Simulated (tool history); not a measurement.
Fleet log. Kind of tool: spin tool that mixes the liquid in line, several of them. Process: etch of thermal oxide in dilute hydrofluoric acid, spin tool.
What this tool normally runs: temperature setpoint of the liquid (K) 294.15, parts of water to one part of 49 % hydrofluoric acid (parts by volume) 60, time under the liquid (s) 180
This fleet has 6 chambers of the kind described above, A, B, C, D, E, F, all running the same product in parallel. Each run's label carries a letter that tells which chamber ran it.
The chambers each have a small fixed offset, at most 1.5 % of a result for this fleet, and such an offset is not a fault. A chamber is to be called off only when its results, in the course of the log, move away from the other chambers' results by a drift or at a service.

run,hour,temperature setpoint of the liquid (K),parts of water to one part of 49 % hydrofluoric acid (parts by volume),time under the liquid (s),"read-back film thickness of the thermal oxide reference wafer, read on the same gauge (nm)",thickness taken off the thermal oxide on a monitor wafer (Å)
1C,5.6,294.15,60,180,110.01,123.51
2D,12.4,294.15,60,180,109.97,122.98
3A,16.4,294.15,60,180,109.98,126.62
4F,21.8,294.15,60,180,109.98,122.94
5E,25.4,294.15,60,180,109.98,125.77
6B,31.7,294.15,60,180,109.98,123.19
7C,37.4,294.15,60,180,109.97,122.29
8F,41.3,294.15,60,180,109.99,125.14
9B,48.1,294.15,60,180,110.03,124.53
10E,54.3,294.15,60,180,109.99,123.85
11A,59.5,294.15,60,180,110.02,124.38
12D,65.4,294.15,60,180,110.03,124.41
13D,68.7,294.15,60,180,110.01,122.13
14C,74.7,294.15,60,180,110.02,122.05
15F,81.3,294.15,60,180,110.02,123.63
16B,86.4,294.15,60,90,109.95,60.726
17A,92.8,294.15,60,90,110,63.382
18E,96.2,294.15,60,90,109.99,62.564
19E,103.2,294.15,60,90,109.98,61.903
20C,109.2,294.15,60,90,110.01,61.863
21F,112.6,294.15,60,90,110.01,62.144
22D,116.4,291.65,60,180,109.98,111.51
23B,123.1,291.65,60,180,109.99,106.22
24A,128.9,291.65,60,180,109.99,112.16
25A,133.6,291.65,60,180,109.99,112.98
26D,138.6,291.65,60,180,110,111.85
27F,144.3,291.65,60,180,110.01,111.32
28E,149.6,294.15,60,180,110.06,125.13
29C,153.2,294.15,60,180,110,123.32
30B,157.9,294.15,60,180,109.99,116.46
31D,163.7,294.15,60,180,109.97,122.92
32F,169.7,294.15,60,180,109.99,124.14
33B,175.4,294.15,60,180,110.03,116.39
34A,178.5,295.65,30,180,109.99,279.51
35C,184.7,295.65,30,180,109.98,272.61
36E,191,295.65,30,180,109.99,279.73
37B,196.7,295.65,30,180,109.99,257.19
38C,200.4,295.65,30,180,110.02,272.88
39D,207.3,295.65,30,180,110,269.69
40F,213.6,294.15,60,180,110,123.99

Decide between three cases: one chamber stands off from its peers, the gauge reading all wafers drifts, or nothing is wrong past each chamber's small offset. Where a chamber is off, say which and what most likely put it there.

Chamber B drifts away from the others.
Likeliest cause: hydrofluoric acid flow below the setpoint (%) = 8.21.
The log might look much the same if the cause were instead: liquid colder than its thermometer reads (K).

Here are 4 candidates for chamber B's next run, each the usual settings with a change, their results left as question marks. Which one brings its results back in line with what the others give on the usual settings?
Maximum distance from the other chambers' mean on the usual settings for a result to count as in line: thickness taken off the thermal oxide on a monitor wafer (Å) 4.1
41B-1,218.7,294.15,60,195,,?
41B-2,218.7,294.15,65,180,,?
41B-3,218.7,294.15,60,175,,?
41B-4,218.7,294.65,60,180,,?

Average result of the remaining chambers running the usual settings: thickness taken off the thermal oxide on a monitor wafer (Å) 123.98
run,thickness taken off the thermal oxide on a monitor wafer (Å)
41B-1,122.87
41B-2,103.94
41B-3,110.27
41B-4,115.85
41B-1 brings the chamber back in line.
